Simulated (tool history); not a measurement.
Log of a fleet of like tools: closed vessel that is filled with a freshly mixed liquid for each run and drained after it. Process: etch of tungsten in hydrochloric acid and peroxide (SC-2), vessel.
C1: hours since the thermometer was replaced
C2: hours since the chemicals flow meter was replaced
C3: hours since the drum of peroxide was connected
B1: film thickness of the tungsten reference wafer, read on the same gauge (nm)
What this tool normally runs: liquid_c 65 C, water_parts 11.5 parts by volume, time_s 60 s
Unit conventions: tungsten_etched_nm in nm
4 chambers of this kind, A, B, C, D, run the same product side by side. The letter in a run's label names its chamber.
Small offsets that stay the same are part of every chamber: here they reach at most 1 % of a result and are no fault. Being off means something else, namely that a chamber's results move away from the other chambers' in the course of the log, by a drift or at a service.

run 1B hour=10 | liquid_c=65 water_parts=11.5 time_s=60 | C1=1994.2 C2=435 C3=837.5 | B1=140 | tungsten_etched_nm=50.66
run 2A hour=20.7 | liquid_c=65 water_parts=11.5 time_s=60 | C1=847.7 C2=1877.6 C3=1152.5 | B1=140.01 | tungsten_etched_nm=50.068
run 3D hour=29.9 | liquid_c=65 water_parts=11.5 time_s=60 | C1=1071 C2=373.6 C3=1003.1 | B1=140.05 | tungsten_etched_nm=50.67
run 4C hour=37.5 | liquid_c=65 water_parts=11.5 time_s=60 | C1=420.1 C2=1773.3 C3=533.7 | B1=139.98 | tungsten_etched_nm=50.296
run 5D hour=46.6 | liquid_c=65 water_parts=11.5 time_s=60 | C1=1087.7 C2=390.3 C3=1019.8 | B1=139.96 | tungsten_etched_nm=50.671
run 6B hour=51.5 | liquid_c=65 water_parts=16 time_s=75 | C1=2035.7 C2=476.5 C3=879 | B1=140 | tungsten_etched_nm=47.161
run 7A hour=57 | liquid_c=65 water_parts=16 time_s=75 | C1=884 C2=1913.9 C3=1188.8 | B1=139.99 | tungsten_etched_nm=46.237
run 8C hour=64.6 | liquid_c=65 water_parts=16 time_s=75 | C1=447.2 C2=1800.4 C3=560.8 | B1=139.93 | tungsten_etched_nm=47.167
run 9D hour=70.3 | liquid_c=65 water_parts=16 time_s=75 | C1=1111.4 C2=414 C3=1043.5 | B1=139.96 | tungsten_etched_nm=47.221
run 10A hour=76.9 | liquid_c=65 water_parts=11.5 time_s=60 | C1=903.9 C2=1933.8 C3=1208.7 | B1=140.04 | tungsten_etched_nm=49.914
run 11B hour=86.5 | liquid_c=65 water_parts=11.5 time_s=60 | C1=2070.7 C2=511.5 C3=914 | B1=139.98 | tungsten_etched_nm=50.541
run 12C hour=94.6 | liquid_c=65 water_parts=11.5 time_s=60 | C1=477.2 C2=1830.4 C3=590.8 | B1=140 | tungsten_etched_nm=50.527
run 13C hour=104.4 | liquid_c=65 water_parts=11.5 time_s=60 | C1=487 C2=1840.2 C3=600.6 | B1=140.02 | tungsten_etched_nm=50.898
run 14B hour=112.7 | liquid_c=65 water_parts=11.5 time_s=60 | C1=2096.9 C2=537.7 C3=940.2 | B1=140.02 | tungsten_etched_nm=49.93
run 15A hour=120.3 | liquid_c=65 water_parts=11.5 time_s=60 | C1=947.3 C2=1977.2 C3=1252.1 | B1=140.04 | tungsten_etched_nm=50.372
run 16D hour=127.2 | liquid_c=65 water_parts=16 time_s=60 | C1=1168.3 C2=470.9 C3=1100.4 | B1=139.99 | tungsten_etched_nm=38.019
run 17D hour=137.1 | liquid_c=65 water_parts=16 time_s=60 | C1=1178.2 C2=480.8 C3=1110.3 | B1=139.98 | tungsten_etched_nm=38.056
run 18C hour=144.6 | liquid_c=65 water_parts=16 time_s=60 | C1=527.2 C2=1880.4 C3=640.8 | B1=139.95 | tungsten_etched_nm=37.416
-- hour=146.9 chamber D: new drum of peroxide connected
run 19B hour=154.8 | liquid_c=65 water_parts=16 time_s=60 | C1=2139 C2=579.8 C3=982.3 | B1=140 | tungsten_etched_nm=37.006
-- hour=162.2 chamber A: new drum of peroxide connected
run 20A hour=165.1 | liquid_c=65 water_parts=11.5 time_s=60 | C1=992.1 C2=2022 C3=3 | B1=140.04 | tungsten_etched_nm=50.09
run 21D hour=172.6 | liquid_c=65 water_parts=11.5 time_s=60 | C1=1213.7 C2=516.3 C3=25.7 | B1=139.94 | tungsten_etched_nm=51.524
run 22B hour=179.1 | liquid_c=65 water_parts=11.5 time_s=60 | C1=2163.3 C2=604.1 C3=1006.6 | B1=140.03 | tungsten_etched_nm=49.731
run 23C hour=186 | liquid_c=65 water_parts=11.5 time_s=60 | C1=568.6 C2=1921.8 C3=682.2 | B1=140.01 | tungsten_etched_nm=50.639
run 24A hour=196 | liquid_c=65 water_parts=11.5 time_s=60 | C1=1023 C2=2052.9 C3=33.9 | B1=140.02 | tungsten_etched_nm=49.952
run 25C hour=203.7 | liquid_c=65 water_parts=11.5 time_s=60 | C1=586.3 C2=1939.5 C3=699.9 | B1=139.97 | tungsten_etched_nm=51.33
run 26D hour=212.1 | liquid_c=65 water_parts=11.5 time_s=60 | C1=1253.2 C2=555.8 C3=65.2 | B1=140.03 | tungsten_etched_nm=52.216
run 27B hour=220.5 | liquid_c=65 water_parts=8.5 time_s=45 | C1=2204.7 C2=645.5 C3=1048 | B1=140.04 | tungsten_etched_nm=49.285
run 28A hour=226.6 | liquid_c=65 water_parts=8.5 time_s=45 | C1=1053.6 C2=2083.5 C3=64.5 | B1=140.01 | tungsten_etched_nm=48.247
run 29A hour=236.9 | liquid_c=65 water_parts=8.5 time_s=45 | C1=1063.9 C2=2093.8 C3=74.8 | B1=140.02 | tungsten_etched_nm=48.644
run 30D hour=242.8 | liquid_c=65 water_parts=8.5 time_s=45 | C1=1283.9 C2=586.5 C3=95.9 | B1=140.04 | tungsten_etched_nm=50.233
run 31C hour=247.9 | liquid_c=65 water_parts=11.5 time_s=60 | C1=630.5 C2=1983.7 C3=744.1 | B1=140.03 | tungsten_etched_nm=50.299
-- hour=249.2 chamber C: thermometer replaced
run 32B hour=254 | liquid_c=65 water_parts=11.5 time_s=60 | C1=2238.2 C2=679 C3=1081.5 | B1=140.01 | tungsten_etched_nm=50.469
-- hour=256.3 chamber C: new drum of peroxide connected
-- hour=257.2 chamber A: chemicals flow meter replaced
run 33D hour=264.7 | liquid_c=65 water_parts=11.5 time_s=60 | C1=1305.8 C2=608.4 C3=117.8 | B1=140.01 | tungsten_etched_nm=51.385
run 34A hour=271.1 | liquid_c=65 water_parts=11.5 time_s=60 | C1=1098.1 C2=14 C3=109 | B1=140.04 | tungsten_etched_nm=50.416
-- hour=275.4 chamber C: chemicals flow meter replaced
run 35B hour=277.2 | liquid_c=59 water_parts=11.5 time_s=60 | C1=2261.4 C2=702.2 C3=1104.7 | B1=139.99 | tungsten_etched_nm=35.05
run 36C hour=284.1 | liquid_c=59 water_parts=11.5 time_s=60 | C1=35 C2=8.7 C3=27.8 | B1=139.98 | tungsten_etched_nm=35.18
run 37C hour=294.1 | liquid_c=59 water_parts=11.5 time_s=60 | C1=45 C2=18.7 C3=37.8 | B1=140 | tungsten_etched_nm=34.666
run 38A hour=299.3 | liquid_c=59 water_parts=11.5 time_s=60 | C1=1126.3 C2=42.2 C3=137.2 | B1=139.98 | tungsten_etched_nm=34.791

Is one chamber off against the others, does the gauge drift, or is nothing wrong? If a chamber is off, say which, and what the likeliest cause is.

One chamber, D, drifts off from the rest bit by bit.
What lies behind it: liquid hotter than its thermometer reads (K) = 0.687.
The log might look much the same if the cause were instead: chemicals flow above the setpoint (%).

Which of the 4 candidates below, each the usual settings with something changed and its results left as question marks, puts chamber D back in line with what the other chambers give on the usual settings?
Allowed miss from the other chambers' usual-settings mean, per result, to count as in line: tungsten_etched_nm 1.4 nm
run 39D-1 hour=307.2 | liquid_c=64 water_parts=12 time_s=60 | tungsten_etched_nm=?
run 39D-2 hour=307.2 | liquid_c=66 water_parts=11 time_s=60 | tungsten_etched_nm=?
run 39D-3 hour=307.2 | liquid_c=65 water_parts=11 time_s=60 | tungsten_etched_nm=?
run 39D-4 hour=307.2 | liquid_c=65 water_parts=12 time_s=60 | tungsten_etched_nm=?

The other chambers' mean on the usual settings: tungsten_etched_nm 50.436 nm
run=39D-1 tungsten_etched_nm=47.671
run=39D-2 tungsten_etched_nm=57.785
run=39D-3 tungsten_etched_nm=54.46
run=39D-4 tungsten_etched_nm=50.63
It is 39D-4 that realigns the chamber with its peers.
